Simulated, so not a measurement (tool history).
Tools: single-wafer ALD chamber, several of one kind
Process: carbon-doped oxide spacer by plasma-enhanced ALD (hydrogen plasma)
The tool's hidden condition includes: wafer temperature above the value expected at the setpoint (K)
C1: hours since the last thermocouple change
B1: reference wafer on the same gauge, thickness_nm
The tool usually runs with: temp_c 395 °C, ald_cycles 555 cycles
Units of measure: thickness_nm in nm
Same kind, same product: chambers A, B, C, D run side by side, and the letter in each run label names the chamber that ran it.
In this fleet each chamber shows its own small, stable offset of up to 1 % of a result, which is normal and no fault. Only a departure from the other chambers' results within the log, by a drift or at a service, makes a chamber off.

Run 1C, hour 4.1: usual settings; C1 97.2; B1 30.197. Result: thickness_nm 27.686 nm.
Run 2A, hour 7.0: usual settings; C1 395.8; B1 30.209. Result: thickness_nm 27.958 nm.
Run 3D, hour 10.5: usual settings; C1 1392.5; B1 30.222. Result: thickness_nm 27.587 nm.
Run 4B, hour 15.0: usual settings; C1 1598.8; B1 30.215. Result: thickness_nm 27.726 nm.
Run 5B, hour 17.7: usual settings; C1 1601.5; B1 30.220. Result: thickness_nm 27.731 nm.
Run 6A, hour 20.4: usual settings; C1 409.2; B1 30.228. Result: thickness_nm 27.967 nm.
Run 7C, hour 24.4: usual settings; C1 117.5; B1 30.234. Result: thickness_nm 27.729 nm.
Run 8D, hour 27.4: usual settings; C1 1409.4; B1 30.241. Result: thickness_nm 27.539 nm.
Run 9D, hour 31.3: usual settings; C1 1413.3; B1 30.236. Result: thickness_nm 27.543 nm.
Run 10B, hour 35.2: usual settings; C1 1619.0; B1 30.251. Result: thickness_nm 27.680 nm.
Run 11A, hour 40.0: usual settings but temp_c 383 °C, ald_cycles 588 cycles; C1 428.8; B1 30.249. Result: thickness_nm 29.702 nm.
Run 12C, hour 42.9: usual settings but temp_c 383 °C, ald_cycles 588 cycles; C1 136.0; B1 30.265. Result: thickness_nm 29.415 nm.
Run 13B, hour 46.7: usual settings but temp_c 383 °C, ald_cycles 588 cycles; C1 1630.5; B1 30.260. Result: thickness_nm 29.367 nm.
Run 14C, hour 49.6: usual settings but temp_c 383 °C, ald_cycles 588 cycles; C1 142.7; B1 30.262. Result: thickness_nm 29.373 nm.
Run 15A, hour 52.1: usual settings; C1 440.9; B1 30.278. Result: thickness_nm 28.014 nm.
Run 16D, hour 54.7: usual settings; C1 1436.7; B1 30.278. Result: thickness_nm 27.566 nm.
Run 17D, hour 57.0: usual settings; C1 1439.0; B1 30.273. Result: thickness_nm 27.568 nm.
Run 18A, hour 59.6: usual settings; C1 448.4; B1 30.285. Result: thickness_nm 28.078 nm.
Run 19B, hour 63.5: usual settings; C1 1647.3; B1 30.284. Result: thickness_nm 27.749 nm.
Run 20C, hour 66.9: usual settings; C1 160.0; B1 30.297. Result: thickness_nm 27.733 nm.
Run 21A, hour 70.2: usual settings; C1 459.0; B1 30.287. Result: thickness_nm 27.999 nm.
Run 22B, hour 72.8: usual settings; C1 1656.6; B1 30.293. Result: thickness_nm 27.699 nm.
At hour 75.3: chamber D: thermocouple changed; heater temperature recalibrated.
Run 23D, hour 76.4: usual settings but ald_cycles 588 cycles; C1 1.1; B1 30.309. Result: thickness_nm 29.352 nm.
Run 24C, hour 80.7: usual settings but ald_cycles 588 cycles; C1 173.8; B1 30.308. Result: thickness_nm 29.414 nm.
Run 25D, hour 82.9: usual settings but ald_cycles 588 cycles; C1 7.6; B1 30.318. Result: thickness_nm 29.295 nm.
Run 26B, hour 86.8: usual settings but ald_cycles 588 cycles; C1 1670.6; B1 30.318. Result: thickness_nm 29.408 nm.
Run 27C, hour 89.4: usual settings; C1 182.5; B1 30.321. Result: thickness_nm 27.841 nm.
Run 28A, hour 92.4: usual settings but temp_c 402 °C, ald_cycles 659 cycles; C1 481.2; B1 30.330. Result: thickness_nm 33.103 nm.
Run 29B, hour 94.7: usual settings but temp_c 402 °C, ald_cycles 659 cycles; C1 1678.5; B1 30.332. Result: thickness_nm 32.328 nm.
Run 30C, hour 97.1: usual settings but temp_c 402 °C, ald_cycles 659 cycles; C1 190.2; B1 30.337. Result: thickness_nm 32.819 nm.
Run 31D, hour 100.8: usual settings but temp_c 402 °C, ald_cycles 659 cycles; C1 25.5; B1 30.342. Result: thickness_nm 32.585 nm.
Run 32A, hour 103.2: usual settings; C1 492.0; B1 30.342. Result: thickness_nm 28.141 nm.
Run 33C, hour 107.8: usual settings; C1 200.9; B1 30.358. Result: thickness_nm 27.844 nm.

Decide between three cases: one chamber stands off from its peers, the gauge reading all wafers drifts, or nothing is wrong past each chamber's small offset. Where a chamber is off, say which and what most likely put it there.

No chamber is off; the gauge reading every chamber's wafers drifts, which makes the whole fleet appear to move together.
Most likely cause: gauge reads high (%) = 0.501.
